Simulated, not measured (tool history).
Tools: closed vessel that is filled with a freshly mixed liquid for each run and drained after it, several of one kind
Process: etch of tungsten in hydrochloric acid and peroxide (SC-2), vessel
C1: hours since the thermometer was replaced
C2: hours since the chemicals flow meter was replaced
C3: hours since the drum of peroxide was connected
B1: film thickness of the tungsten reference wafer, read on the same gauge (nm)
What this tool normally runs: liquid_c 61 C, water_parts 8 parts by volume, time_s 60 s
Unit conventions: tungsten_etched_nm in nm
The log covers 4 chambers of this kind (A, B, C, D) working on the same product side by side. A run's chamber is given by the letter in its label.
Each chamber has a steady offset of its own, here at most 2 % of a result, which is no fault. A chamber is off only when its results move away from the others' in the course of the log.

-- hour=1.5 chamber C: chemicals flow meter replaced
run 1B hour=8.5 | liquid_c=61 water_parts=8 time_s=60 | C1=2213.1 C2=702.7 C3=293.2 | B1=60.043 | tungsten_etched_nm=25.841
run 2C hour=13.6 | liquid_c=61 water_parts=8 time_s=60 | C1=258.6 C2=12.1 C3=833 | B1=60.004 | tungsten_etched_nm=25.644
run 3D hour=19.1 | liquid_c=61 water_parts=8 time_s=60 | C1=386.9 C2=280.2 C3=118.2 | B1=59.95 | tungsten_etched_nm=26.055
run 4A hour=23.4 | liquid_c=61 water_parts=8 time_s=60 | C1=719.2 C2=1545.9 C3=158.7 | B1=60.061 | tungsten_etched_nm=26.114
run 5C hour=27.7 | liquid_c=61 water_parts=8 time_s=60 | C1=272.7 C2=26.2 C3=847.1 | B1=59.985 | tungsten_etched_nm=25.679
run 6B hour=32.6 | liquid_c=61 water_parts=8 time_s=60 | C1=2237.2 C2=726.8 C3=317.3 | B1=59.941 | tungsten_etched_nm=25.254
run 7D hour=37.3 | liquid_c=61 water_parts=6.5 time_s=60 | C1=405.1 C2=298.4 C3=136.4 | B1=59.994 | tungsten_etched_nm=30.588
run 8A hour=45.1 | liquid_c=61 water_parts=6.5 time_s=60 | C1=740.9 C2=1567.6 C3=180.4 | B1=59.973 | tungsten_etched_nm=30.453
run 9B hour=50.4 | liquid_c=61 water_parts=6.5 time_s=60 | C1=2255 C2=744.6 C3=335.1 | B1=59.961 | tungsten_etched_nm=30.306
run 10C hour=55.6 | liquid_c=61 water_parts=6.5 time_s=60 | C1=300.6 C2=54.1 C3=875 | B1=59.981 | tungsten_etched_nm=30.192
run 11D hour=64 | liquid_c=61 water_parts=8 time_s=60 | C1=431.8 C2=325.1 C3=163.1 | B1=60.006 | tungsten_etched_nm=26.007
run 12A hour=71 | liquid_c=58 water_parts=11 time_s=60 | C1=766.8 C2=1593.5 C3=206.3 | B1=60 | tungsten_etched_nm=16.297
run 13B hour=76 | liquid_c=58 water_parts=11 time_s=60 | C1=2280.6 C2=770.2 C3=360.7 | B1=59.991 | tungsten_etched_nm=16.234
run 14A hour=82 | liquid_c=58 water_parts=11 time_s=60 | C1=777.8 C2=1604.5 C3=217.3 | B1=60 | tungsten_etched_nm=16.309
run 15D hour=90.5 | liquid_c=58 water_parts=11 time_s=60 | C1=458.3 C2=351.6 C3=189.6 | B1=60.002 | tungsten_etched_nm=16.768
run 16C hour=94.7 | liquid_c=61 water_parts=8 time_s=60 | C1=339.7 C2=93.2 C3=914.1 | B1=59.992 | tungsten_etched_nm=25.736
run 17B hour=99.8 | liquid_c=61 water_parts=8 time_s=60 | C1=2304.4 C2=794 C3=384.5 | B1=59.987 | tungsten_etched_nm=25.255
run 18C hour=103.7 | liquid_c=61 water_parts=8 time_s=60 | C1=348.7 C2=102.2 C3=923.1 | B1=59.963 | tungsten_etched_nm=25.862
run 19D hour=109.5 | liquid_c=61 water_parts=8 time_s=60 | C1=477.3 C2=370.6 C3=208.6 | B1=60.011 | tungsten_etched_nm=26.052
run 20A hour=118 | liquid_c=61 water_parts=8 time_s=60 | C1=813.8 C2=1640.5 C3=253.3 | B1=60.012 | tungsten_etched_nm=25.058
run 21A hour=122.7 | liquid_c=61 water_parts=8 time_s=60 | C1=818.5 C2=1645.2 C3=258 | B1=60.005 | tungsten_etched_nm=25.098
run 22D hour=129.3 | liquid_c=61 water_parts=8 time_s=60 | C1=497.1 C2=390.4 C3=228.4 | B1=59.977 | tungsten_etched_nm=26.191
run 23C hour=136.4 | liquid_c=61 water_parts=8 time_s=60 | C1=381.4 C2=134.9 C3=955.8 | B1=60.016 | tungsten_etched_nm=26.157
-- hour=139.1 chamber B: thermometer replaced
run 24B hour=144.7 | liquid_c=61 water_parts=8 time_s=60 | C1=5.7 C2=838.9 C3=429.4 | B1=60.011 | tungsten_etched_nm=25.809
run 25D hour=150.2 | liquid_c=61 water_parts=8 time_s=60 | C1=518 C2=411.3 C3=249.3 | B1=59.993 | tungsten_etched_nm=25.977
run 26C hour=155.5 | liquid_c=61 water_parts=8 time_s=60 | C1=400.5 C2=154 C3=974.9 | B1=60.012 | tungsten_etched_nm=25.823
run 27A hour=161.1 | liquid_c=61 water_parts=8 time_s=60 | C1=856.9 C2=1683.6 C3=296.4 | B1=60.011 | tungsten_etched_nm=24.473
run 28B hour=167.7 | liquid_c=61 water_parts=8 time_s=60 | C1=28.7 C2=861.9 C3=452.4 | B1=60.047 | tungsten_etched_nm=25.175
run 29C hour=176 | liquid_c=61 water_parts=8 time_s=60 | C1=421 C2=174.5 C3=995.4 | B1=59.988 | tungsten_etched_nm=25.371
run 30D hour=180.1 | liquid_c=61 water_parts=8 time_s=60 | C1=547.9 C2=441.2 C3=279.2 | B1=60.012 | tungsten_etched_nm=25.913
run 31B hour=188.1 | liquid_c=61 water_parts=8 time_s=60 | C1=49.1 C2=882.3 C3=472.8 | B1=59.999 | tungsten_etched_nm=25.391
run 32A hour=194.6 | liquid_c=61 water_parts=8 time_s=60 | C1=890.4 C2=1717.1 C3=329.9 | B1=60.032 | tungsten_etched_nm=23.865
run 33A hour=201.7 | liquid_c=61 water_parts=8 time_s=60 | C1=897.5 C2=1724.2 C3=337 | B1=59.973 | tungsten_etched_nm=23.834
run 34B hour=208.8 | liquid_c=61 water_parts=8 time_s=60 | C1=69.8 C2=903 C3=493.5 | B1=59.996 | tungsten_etched_nm=25.232

All chambers now run identical settings, listed one chamber a line with results as question marks. What results will each chamber show?
run 35A hour=214.9 | liquid_c=61 water_parts=8 time_s=60 | tungsten_etched_nm=?
run 35B hour=214.9 | liquid_c=61 water_parts=8 time_s=60 | tungsten_etched_nm=?
run 35C hour=214.9 | liquid_c=61 water_parts=8 time_s=60 | tungsten_etched_nm=?
run 35D hour=214.9 | liquid_c=61 water_parts=8 time_s=60 | tungsten_etched_nm=?

run=35A tungsten_etched_nm=23.959
run=35B tungsten_etched_nm=25.471
run=35C tungsten_etched_nm=25.426
run=35D tungsten_etched_nm=25.875

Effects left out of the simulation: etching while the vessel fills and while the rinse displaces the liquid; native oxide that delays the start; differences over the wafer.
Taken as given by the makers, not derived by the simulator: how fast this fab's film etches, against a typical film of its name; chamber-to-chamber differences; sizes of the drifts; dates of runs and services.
